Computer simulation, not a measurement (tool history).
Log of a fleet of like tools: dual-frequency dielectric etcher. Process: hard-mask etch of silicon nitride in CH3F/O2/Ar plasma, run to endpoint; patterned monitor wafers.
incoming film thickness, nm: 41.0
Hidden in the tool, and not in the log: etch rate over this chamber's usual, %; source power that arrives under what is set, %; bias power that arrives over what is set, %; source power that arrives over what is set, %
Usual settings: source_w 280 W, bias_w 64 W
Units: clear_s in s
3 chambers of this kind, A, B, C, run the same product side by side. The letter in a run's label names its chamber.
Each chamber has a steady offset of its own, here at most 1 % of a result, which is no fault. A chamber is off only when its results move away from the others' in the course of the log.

run	hour	source_w	bias_w	hours since the last wet clean	hours since the last source power generator calibration	hours since the last bias power generator calibration	clear_s
1A	4.2	280	64	388.2	747.3	4024.9	71.414
2B	10.1	280	64	14.8	1072.3	3938.9	70.555
3C	18.6	280	64	462.2	616.1	2185.3	70.641
4A	25.9	280	64	409.9	769.0	4046.6	70.807
5C	31.3	280	64	474.9	628.8	2198.0	69.996
6B	38.0	220	56	42.7	1100.2	3966.8	80.910
7A	42.5	220	56	426.5	785.6	4063.2	80.013
8B	51.4	220	56	56.1	1113.6	3980.2	80.238
9C	59.2	280	72	502.8	656.7	2225.9	68.881
# hour 60.0: chamber C: wet clean of the chamber
10A	68.3	280	72	452.3	811.4	4089.0	67.093
11B	75.3	280	72	80.0	1137.5	4004.1	69.145
12C	79.9	280	64	20.0	677.4	2246.6	70.913
13C	87.0	280	64	27.1	684.5	2253.7	71.272
14A	96.0	280	64	480.0	839.1	4116.7	71.005
15B	100.4	280	64	105.1	1162.6	4029.2	69.522
16A	106.8	280	64	490.8	849.9	4127.5	70.244
17C	115.2	280	64	55.3	712.7	2281.9	71.554
18B	123.7	280	64	128.4	1185.9	4052.5	71.770
19C	130.3	280	64	70.4	727.8	2297.0	70.442
20A	136.5	280	64	520.5	879.6	4157.2	70.543
21B	143.8	350	79	148.5	1206.0	4072.6	59.374
22A	150.7	350	79	534.7	893.8	4171.4	60.167
23C	159.9	350	79	100.0	757.4	2326.6	60.436
24B	166.7	280	64	171.4	1228.9	4095.5	70.134
25B	173.0	280	64	177.7	1235.2	4101.8	70.275
26C	179.8	280	64	119.9	777.3	2346.5	70.317
27A	184.4	280	64	568.4	927.5	4205.1	71.013
28C	191.7	280	64	131.8	789.2	2358.4	70.472
29A	200.7	280	64	584.7	943.8	4221.4	70.203
# hour 207.6: chamber A: wet clean of the chamber
30B	209.7	280	64	214.4	1271.9	4138.5	70.921
31B	214.2	280	64	218.9	1276.4	4143.0	69.694
32C	219.1	260	57	159.2	816.6	2385.8	75.276
33A	226.6	260	57	19.1	969.7	4247.3	75.871
34C	232.9	260	57	173.0	830.4	2399.6	75.813
35A	242.0	280	64	34.5	985.1	4262.7	71.295

All 3 chambers run these settings next. Forecast each chamber's results:
36A	248.6	280	74				?
36B	248.6	280	74				?
36C	248.6	280	74				?

run	clear_s
36A	65.816
36B	67.128
36C	66.724

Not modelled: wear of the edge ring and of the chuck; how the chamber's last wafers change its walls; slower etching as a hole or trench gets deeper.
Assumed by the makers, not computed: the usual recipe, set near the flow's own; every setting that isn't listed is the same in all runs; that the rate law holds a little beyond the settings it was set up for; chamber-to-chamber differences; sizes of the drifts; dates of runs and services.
